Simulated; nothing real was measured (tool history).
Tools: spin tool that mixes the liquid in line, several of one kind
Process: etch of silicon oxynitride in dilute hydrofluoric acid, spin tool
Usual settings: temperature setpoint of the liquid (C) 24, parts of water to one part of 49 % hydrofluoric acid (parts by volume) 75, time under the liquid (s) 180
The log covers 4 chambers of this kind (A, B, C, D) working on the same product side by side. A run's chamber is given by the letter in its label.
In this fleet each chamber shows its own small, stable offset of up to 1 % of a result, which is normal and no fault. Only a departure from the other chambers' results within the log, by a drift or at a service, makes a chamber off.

| run | hour | temperature setpoint of the liquid (C) | parts of water to one part of 49 % hydrofluoric acid (parts by volume) | time under the liquid (s) | read-back film thickness of the silicon oxynitride reference wafer, read on the same gauge (nm) | thickness taken off the silicon oxynitride on a monitor wafer (Å) |
|---|---|---|---|---|---|---|
| 1D | 5.9 | 24 | 75 | 180 | 79.993 | 40.297 |
| 2B | 11.2 | 24 | 75 | 180 | 80.019 | 40.761 |
| 3C | 17.8 | 24 | 75 | 180 | 80.034 | 40.637 |
| 4A | 22.1 | 24 | 75 | 180 | 79.99 | 40.395 |
| 5B | 29.2 | 24 | 75 | 180 | 80.038 | 40.501 |
| 6C | 33 | 24 | 75 | 180 | 79.995 | 40.675 |
| 7A | 39.8 | 24 | 75 | 180 | 79.995 | 40.263 |
| 8D | 44.3 | 24 | 75 | 180 | 80.043 | 40.378 |
| 9C | 49.1 | 24 | 75 | 180 | 79.998 | 40.399 |
| 10D | 55.6 | 24 | 75 | 180 | 80.044 | 40.449 |
|  | 57 | chamber B: hydrofluoric acid flow meter replaced |
| 11A | 59.4 | 24 | 90 | 180 | 79.959 | 33.47 |
| 12B | 66.8 | 24 | 90 | 180 | 80.024 | 33.921 |
| 13B | 71.9 | 24 | 90 | 180 | 79.965 | 33.363 |
| 14A | 78 | 24 | 90 | 180 | 79.977 | 33.305 |
| 15D | 81.2 | 24 | 75 | 180 | 79.999 | 40.615 |
| 16C | 86.9 | 24 | 75 | 180 | 79.992 | 40.912 |
| 17C | 91.4 | 24 | 75 | 180 | 80.034 | 40.297 |
| 18D | 98.1 | 20 | 75 | 180 | 80.021 | 33.221 |
| 19B | 104 | 20 | 75 | 180 | 80.037 | 33.58 |
| 20A | 111 | 20 | 75 | 180 | 79.987 | 33.278 |
| 21D | 117.5 | 20 | 75 | 180 | 80.022 | 33.498 |
| 22C | 121 | 24 | 75 | 180 | 80.009 | 40.479 |
| 23B | 126 | 24 | 75 | 220 | 80.021 | 49.447 |
| 24A | 131.2 | 24 | 75 | 220 | 79.976 | 49.079 |
| 25C | 136.9 | 24 | 75 | 220 | 80.014 | 49.693 |
| 26A | 141.7 | 24 | 75 | 220 | 80.022 | 49.551 |
| 27B | 145.7 | 24 | 75 | 180 | 79.998 | 40.501 |
| 28D | 150.3 | 24 | 75 | 180 | 79.948 | 40.624 |
| 29C | 154.4 | 24 | 75 | 180 | 79.987 | 40.485 |

All chambers now run identical settings, listed one chamber a line with results as question marks. What results will each chamber show?
| 30A | 159.8 | 24 | 75 | 180 |  | ? |
| 30B | 159.8 | 24 | 75 | 180 |  | ? |
| 30C | 159.8 | 24 | 75 | 180 |  | ? |
| 30D | 159.8 | 24 | 75 | 180 |  | ? |

| run | thickness taken off the silicon oxynitride on a monitor wafer (Å) |
|---|---|
| 30A | 40.375 |
| 30B | 40.69 |
| 30C | 40.229 |
| 30D | 40.109 |
